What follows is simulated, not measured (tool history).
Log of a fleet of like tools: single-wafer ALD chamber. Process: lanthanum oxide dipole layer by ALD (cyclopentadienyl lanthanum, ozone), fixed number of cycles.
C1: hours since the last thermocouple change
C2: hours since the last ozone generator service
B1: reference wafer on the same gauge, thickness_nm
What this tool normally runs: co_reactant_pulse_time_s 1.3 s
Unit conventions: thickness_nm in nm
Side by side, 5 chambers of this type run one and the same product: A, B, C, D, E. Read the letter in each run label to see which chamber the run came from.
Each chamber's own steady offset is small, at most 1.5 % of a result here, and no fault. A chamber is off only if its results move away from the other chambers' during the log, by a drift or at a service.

Run 1D, hour 8.6: usual settings; C1 1151.3; C2 533; B1 0.52613. Result: thickness_nm 0.54125 nm.
Run 2C, hour 14.7: usual settings; C1 1010.7; C2 927.4; B1 0.52625. Result: thickness_nm 0.53862 nm.
Run 3E, hour 19.7: usual settings; C1 2418.4; C2 650.9; B1 0.52628. Result: thickness_nm 0.53637 nm.
At hour 25: chamber E: ozone generator serviced.
Run 4A, hour 27.2: usual settings; C1 332.5; C2 236.6; B1 0.52627. Result: thickness_nm 0.53513 nm.
Run 5B, hour 36.9: usual settings; C1 2361.2; C2 398; B1 0.52672. Result: thickness_nm 0.54207 nm.
Run 6A, hour 44.4: usual settings but co_reactant_pulse_time_s 0.98 s; C1 349.7; C2 253.8; B1 0.5268. Result: thickness_nm 0.49784 nm.
Run 7D, hour 50.3: usual settings but co_reactant_pulse_time_s 0.98 s; C1 1193; C2 574.7; B1 0.52655. Result: thickness_nm 0.50219 nm.
Run 8B, hour 59: usual settings but co_reactant_pulse_time_s 0.98 s; C1 2383.3; C2 420.1; B1 0.52664. Result: thickness_nm 0.50512 nm.
Run 9E, hour 63.3: usual settings but co_reactant_pulse_time_s 0.98 s; C1 2462; C2 38.4; B1 0.52668. Result: thickness_nm 0.49671 nm.
Run 10C, hour 68.5: usual settings but co_reactant_pulse_time_s 0.98 s; C1 1064.5; C2 981.2; B1 0.52703. Result: thickness_nm 0.5038 nm.
Run 11B, hour 77.3: usual settings; C1 2401.6; C2 438.4; B1 0.52697. Result: thickness_nm 0.5443 nm.
Run 12D, hour 82.1: usual settings; C1 1224.8; C2 606.5; B1 0.52695. Result: thickness_nm 0.54216 nm.
Run 13E, hour 87.2: usual settings; C1 2485.9; C2 62.3; B1 0.5269. Result: thickness_nm 0.53664 nm.
Run 14C, hour 96.1: usual settings; C1 1092.1; C2 1008.8; B1 0.52736. Result: thickness_nm 0.54098 nm.
Run 15A, hour 104: usual settings; C1 409.3; C2 313.4; B1 0.52744. Result: thickness_nm 0.53436 nm.
Run 16B, hour 108.7: usual settings; C1 2433; C2 469.8; B1 0.52743. Result: thickness_nm 0.54427 nm.
Run 17E, hour 118: usual settings but co_reactant_pulse_time_s 1.64 s; C1 2516.7; C2 93.1; B1 0.52743. Result: thickness_nm 0.55811 nm.
Run 18D, hour 123.6: usual settings but co_reactant_pulse_time_s 1.64 s; C1 1266.3; C2 648; B1 0.52774. Result: thickness_nm 0.56438 nm.
Run 19C, hour 129.7: usual settings but co_reactant_pulse_time_s 1.64 s; C1 1125.7; C2 1042.4; B1 0.52778. Result: thickness_nm 0.56348 nm.
Run 20A, hour 137.7: usual settings but co_reactant_pulse_time_s 1.64 s; C1 443; C2 347.1; B1 0.528. Result: thickness_nm 0.55782 nm.
At hour 142.1: chamber B: thermocouple changed; heater temperature recalibrated.
Run 21A, hour 143.9: usual settings but co_reactant_pulse_time_s 1.64 s; C1 449.2; C2 353.3; B1 0.52781. Result: thickness_nm 0.55826 nm.
Run 22B, hour 148.5: usual settings; C1 6.5; C2 509.6; B1 0.52795. Result: thickness_nm 0.5446 nm.
Run 23D, hour 156.1: usual settings; C1 1298.8; C2 680.5; B1 0.52819. Result: thickness_nm 0.54155 nm.
Run 24E, hour 163.7: usual settings; C1 2562.4; C2 138.8; B1 0.52801. Result: thickness_nm 0.53821 nm.
Run 25C, hour 171.4: usual settings; C1 1167.4; C2 1084.1; B1 0.52836. Result: thickness_nm 0.54356 nm.
Run 26A, hour 178.9: usual settings; C1 484.2; C2 388.3; B1 0.52821. Result: thickness_nm 0.53769 nm.
Run 27B, hour 183.2: usual settings; C1 41.2; C2 544.3; B1 0.52828. Result: thickness_nm 0.54461 nm.
Run 28E, hour 192.3: usual settings; C1 2591; C2 167.4; B1 0.52828. Result: thickness_nm 0.53617 nm.
Run 29D, hour 199.1: usual settings; C1 1341.8; C2 723.5; B1 0.52838. Result: thickness_nm 0.54176 nm.
Run 30C, hour 206: usual settings but co_reactant_pulse_time_s 1.65 s; C1 1202; C2 1118.7; B1 0.52882. Result: thickness_nm 0.56497 nm.
Run 31B, hour 211.3: usual settings but co_reactant_pulse_time_s 1.65 s; C1 69.3; C2 572.4; B1 0.52841. Result: thickness_nm 0.56715 nm.
Run 32A, hour 217.2: usual settings but co_reactant_pulse_time_s 1.65 s; C1 522.5; C2 426.6; B1 0.52885. Result: thickness_nm 0.55922 nm.
At hour 218.9: chamber E: thermocouple changed; heater temperature recalibrated.
Run 33E, hour 221.6: usual settings but co_reactant_pulse_time_s 1.65 s; C1 2.7; C2 196.7; B1 0.52904. Result: thickness_nm 0.55947 nm.
Run 34C, hour 231.3: usual settings but co_reactant_pulse_time_s 1.65 s; C1 1227.3; C2 1144; B1 0.52902. Result: thickness_nm 0.56449 nm.
Run 35D, hour 237.4: usual settings; C1 1380.1; C2 761.8; B1 0.52879. Result: thickness_nm 0.54256 nm.
At hour 238.8: chamber D: thermocouple changed; heater temperature recalibrated.
Run 36A, hour 246: usual settings; C1 551.3; C2 455.4; B1 0.52926. Result: thickness_nm 0.53742 nm.
Run 37E, hour 255.7: usual settings; C1 36.8; C2 230.8; B1 0.52919. Result: thickness_nm 0.53806 nm.
Run 38B, hour 263.5: usual settings; C1 121.5; C2 624.6; B1 0.52947. Result: thickness_nm 0.54745 nm.
Run 39D, hour 268.6: usual settings; C1 29.8; C2 793; B1 0.52937. Result: thickness_nm 0.54246 nm.

For the next run the whole fleet of 5 chambers uses the same settings. Give each chamber's results:
Run 40A, hour 275.6: usual settings. Result: thickness_nm ?.
Run 40B, hour 275.6: usual settings. Result: thickness_nm ?.
Run 40C, hour 275.6: usual settings. Result: thickness_nm ?.
Run 40D, hour 275.6: usual settings. Result: thickness_nm ?.
Run 40E, hour 275.6: usual settings. Result: thickness_nm ?.

run  thickness_nm
40A       0.53815
40B       0.54652
40C       0.54413
40D       0.54334
40E       0.53751
